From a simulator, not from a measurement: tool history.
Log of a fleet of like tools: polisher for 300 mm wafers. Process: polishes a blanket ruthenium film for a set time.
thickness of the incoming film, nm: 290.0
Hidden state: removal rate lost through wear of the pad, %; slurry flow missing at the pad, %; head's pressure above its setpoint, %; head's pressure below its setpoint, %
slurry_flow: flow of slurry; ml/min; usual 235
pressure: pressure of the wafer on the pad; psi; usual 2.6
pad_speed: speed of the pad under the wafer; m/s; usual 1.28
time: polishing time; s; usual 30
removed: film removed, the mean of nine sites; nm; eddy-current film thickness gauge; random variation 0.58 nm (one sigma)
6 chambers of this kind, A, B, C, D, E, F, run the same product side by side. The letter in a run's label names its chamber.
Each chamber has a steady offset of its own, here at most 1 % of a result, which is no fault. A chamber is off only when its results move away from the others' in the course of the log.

| run | hour | slurry_flow | pressure | pad_speed | time | wafers polished on this pad | hours since the slurry nozzle was cleaned | hours since the head pressure was calibrated | removed |
|---|---|---|---|---|---|---|---|---|---|
| 1A | 7.8 | 235 | 2.6 | 1.28 | 30 | 331 | 726 | 300.8 | 49.332 |
|  | 13.5 | chamber D: worn pad replaced by a new one |
| 2E | 14.8 | 235 | 2.6 | 1.28 | 30 | 414 | 408.2 | 314.7 | 48.968 |
| 3D | 19.2 | 235 | 2.6 | 1.28 | 30 | 62 | 580.3 | 47.1 | 48.166 |
| 4F | 24 | 235 | 2.6 | 1.28 | 30 | 689 | 278.5 | 239.4 | 49.694 |
| 5B | 28.8 | 235 | 2.6 | 1.28 | 30 | 794 | 289.3 | 848.3 | 48.871 |
| 6C | 32.9 | 235 | 1.9 | 1.28 | 30 | 754 | 60.6 | 88.1 | 35.465 |
|  | 34 | chamber D: slurry nozzle cleaned |
|  | 34.4 | chamber E: worn pad replaced by a new one |
| 7B | 38.3 | 235 | 1.9 | 1.28 | 30 | 898 | 298.8 | 857.8 | 35.268 |
| 8A | 42.5 | 235 | 1.9 | 1.28 | 30 | 714 | 760.7 | 335.5 | 35.492 |
|  | 42.9 | chamber B: worn pad replaced by a new one |
| 9F | 46.6 | 235 | 1.9 | 1.28 | 30 | 939 | 301.1 | 262 | 35.09 |
|  | 49.5 | chamber A: worn pad replaced by a new one |
| 10C | 50.4 | 235 | 1.9 | 1.28 | 30 | 948 | 78.1 | 105.6 | 36.051 |
| 11D | 56.6 | 235 | 1.9 | 1.28 | 30 | 475 | 22.7 | 84.5 | 35.233 |
|  | 57.7 | chamber A: slurry nozzle cleaned |
| 12E | 63.3 | 235 | 2.6 | 1.28 | 30 | 319 | 456.7 | 363.2 | 49.139 |
|  | 63.5 | chamber F: worn pad replaced by a new one |
| 13B | 71.5 | 235 | 2.6 | 1.28 | 30 | 315 | 332 | 891 | 48.991 |
| 14D | 79 | 235 | 2.6 | 1.28 | 30 | 722 | 45.1 | 106.9 | 48.669 |
| 15C | 83.1 | 235 | 2.6 | 1.28 | 30 | 1308 | 110.8 | 138.3 | 49.19 |
| 16F | 91.4 | 235 | 2.6 | 1.28 | 30 | 308 | 345.9 | 306.8 | 48.761 |
|  | 94.4 | chamber E: worn pad replaced by a new one |
|  | 95.7 | chamber D: worn pad replaced by a new one |
| 17A | 98.3 | 235 | 2.6 | 1.28 | 30 | 539 | 40.6 | 391.3 | 49.062 |
|  | 105.2 | chamber E: slurry nozzle cleaned |
| 18E | 105.6 | 235 | 2.6 | 1.28 | 30 | 124 | 0.4 | 405.5 | 48.953 |
|  | 107 | chamber C: worn pad replaced by a new one |
| 19E | 111.1 | 235 | 2.6 | 1.28 | 30 | 185 | 5.9 | 411 | 49.152 |
|  | 114.2 | chamber B: worn pad replaced by a new one |
| 20B | 118.3 | 235 | 2.6 | 1.28 | 30 | 45 | 378.8 | 937.8 | 49.809 |
|  | 123.1 | chamber A: worn pad replaced by a new one |
|  | 125.6 | chamber E: head pressure recalibrated |
| 21C | 125.6 | 235 | 2.6 | 1.28 | 30 | 205 | 153.3 | 180.8 | 49.519 |
| 22D | 129.5 | 235 | 2.6 | 1.28 | 30 | 373 | 95.6 | 157.4 | 48.908 |
| 23F | 134.3 | 235 | 2.6 | 1.28 | 30 | 781 | 388.8 | 349.7 | 48.823 |
| 24A | 141 | 235 | 2.6 | 1.28 | 30 | 198 | 83.3 | 434 | 48.202 |
| 25D | 148.6 | 235 | 2.6 | 1.28 | 30 | 584 | 114.7 | 176.5 | 48.323 |
| 26C | 156.1 | 180 | 3 | 1.28 | 30 | 542 | 183.8 | 211.3 | 54.776 |
| 27F | 160.8 | 180 | 3 | 1.28 | 30 | 1073 | 415.3 | 376.2 | 54.733 |
|  | 163.5 | chamber E: worn pad replaced by a new one |
| 28A | 167.4 | 180 | 3 | 1.28 | 30 | 489 | 109.7 | 460.4 | 53.329 |
|  | 169.9 | chamber F: worn pad replaced by a new one |
| 29B | 173.5 | 180 | 3 | 1.28 | 30 | 654 | 434 | 993 | 53.89 |
| 30E | 177.8 | 180 | 3 | 1.28 | 30 | 158 | 72.6 | 52.3 | 54.143 |
| 31A | 183.1 | 180 | 3 | 1.28 | 30 | 663 | 125.4 | 476.1 | 53.818 |
|  | 183.5 | chamber B: worn pad replaced by a new one |
|  | 187.2 | chamber D: worn pad replaced by a new one |
| 32C | 189.2 | 285 | 2.6 | 1.28 | 30 | 907 | 216.9 | 244.4 | 50.166 |
|  | 190.7 | chamber A: worn pad replaced by a new one |
| 33F | 197.1 | 285 | 2.6 | 1.28 | 30 | 300 | 451.6 | 412.5 | 49.328 |
|  | 199.2 | chamber C: slurry nozzle cleaned |
| 34D | 202.9 | 285 | 2.6 | 1.28 | 30 | 173 | 169 | 230.8 | 49.044 |
| 35B | 211.1 | 285 | 2.6 | 1.28 | 30 | 305 | 471.6 | 1030.6 | 50.254 |
| 36E | 218.4 | 285 | 2.6 | 1.28 | 30 | 606 | 113.2 | 92.9 | 50.306 |
| 37A | 223.7 | 285 | 2.6 | 1.28 | 30 | 364 | 166 | 516.7 | 49.776 |
|  | 228.7 | chamber E: worn pad replaced by a new one |
| 38E | 230.1 | 235 | 2.6 | 1.28 | 30 | 15 | 124.9 | 104.6 | 49.177 |
| 39F | 234.7 | 235 | 2.6 | 1.28 | 30 | 715 | 489.2 | 450.1 | 48.158 |
| 40B | 241.3 | 160 | 2.6 | 1.28 | 30 | 638 | 501.8 | 1060.8 | 46.704 |
| 41C | 249.4 | 160 | 2.6 | 1.28 | 30 | 1572 | 50.2 | 304.6 | 46.153 |
| 42D | 254 | 160 | 2.6 | 1.28 | 30 | 737 | 220.1 | 281.9 | 45.428 |
| 43D | 260.9 | 160 | 2.6 | 1.28 | 30 | 813 | 227 | 288.8 | 46.983 |
| 44E | 266.7 | 160 | 2.6 | 1.28 | 30 | 419 | 161.5 | 141.2 | 46.053 |

Next, every chamber runs the same settings. What will each give?
| 45A | 272.6 | 235 | 2.6 | 0.98 | 30 |  |  |  | ? |
| 45B | 272.6 | 235 | 2.6 | 0.98 | 30 |  |  |  | ? |
| 45C | 272.6 | 235 | 2.6 | 0.98 | 30 |  |  |  | ? |
| 45D | 272.6 | 235 | 2.6 | 0.98 | 30 |  |  |  | ? |
| 45E | 272.6 | 235 | 2.6 | 0.98 | 30 |  |  |  | ? |
| 45F | 272.6 | 235 | 2.6 | 0.98 | 30 |  |  |  | ? |

| run | removed |
|---|---|
| 45A | 37.156 |
| 45B | 36.874 |
| 45C | 37.021 |
| 45D | 38.628 |
| 45E | 36.923 |
| 45F | 38.188 |
